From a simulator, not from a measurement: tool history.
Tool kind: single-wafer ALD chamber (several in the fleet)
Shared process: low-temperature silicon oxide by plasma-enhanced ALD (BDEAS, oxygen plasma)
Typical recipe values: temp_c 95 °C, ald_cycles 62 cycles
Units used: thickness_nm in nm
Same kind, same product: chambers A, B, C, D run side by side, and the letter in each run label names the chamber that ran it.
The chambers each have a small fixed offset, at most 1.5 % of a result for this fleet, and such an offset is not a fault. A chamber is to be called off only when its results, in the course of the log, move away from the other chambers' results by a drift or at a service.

run,hour,temp_c,ald_cycles,"read-back reference wafer on the same gauge, thickness_nm",thickness_nm
1A,14.6,95,62,10.156,9.1208
2D,29,95,62,10.156,9.0045
3C,41.3,95,62,10.157,9.1237
4B,48.6,95,62,10.154,9.1025
5C,56.4,95,62,10.155,9.126
6A,63.7,95,62,10.152,9.1113
7B,73.3,95,62,10.152,9.0911
8D,84.9,95,62,10.155,9.0063
9B,94.2,81,62,10.146,9.5565
10D,108.2,81,62,10.15,9.4311
11A,119.1,81,62,10.147,9.586
12C,131.7,81,62,10.145,9.5585
13D,140.4,95,62,10.147,8.9769
14A,155.2,95,62,10.147,9.1059
15C,169.7,95,62,10.144,9.1068
16B,178.1,82,50,10.142,7.6637
17B,189.1,82,50,10.139,7.6585
18A,202.4,82,50,10.139,7.6798
19D,210.1,82,50,10.138,7.5901
20C,223.5,95,62,10.136,9.1119
21B,231,106,53,10.136,7.5434
22C,245.7,106,53,10.134,7.558
23D,261.4,106,53,10.132,7.4672
24A,277.1,106,53,10.131,7.5679
25B,290.6,84,62,10.13,9.4283
26C,305,84,62,10.133,9.4517
27A,320,84,62,10.127,9.4479
28D,330.5,84,62,10.126,9.328
29D,341.9,95,62,10.127,8.985
30C,358.1,95,71,10.121,10.411
31A,373.5,95,71,10.124,10.409
32B,389.7,95,71,10.122,10.394
33C,404.5,95,71,10.118,10.406
34D,412.8,95,62,10.117,8.9807
35A,421.3,95,62,10.115,9.063
36B,428.9,95,62,10.117,9.0705
37A,443,95,62,10.115,9.0639
38D,455.7,95,62,10.113,8.9746
39C,466.2,95,62,10.111,9.0931

Each of the 4 chambers runs these same settings next. Fill in every chamber's results:
40A,477.8,86,62,,?
40B,477.8,86,62,,?
40C,477.8,86,62,,?
40D,477.8,86,62,,?

run,thickness_nm
40A,9.369
40B,9.3397
40C,9.3774
40D,9.2717
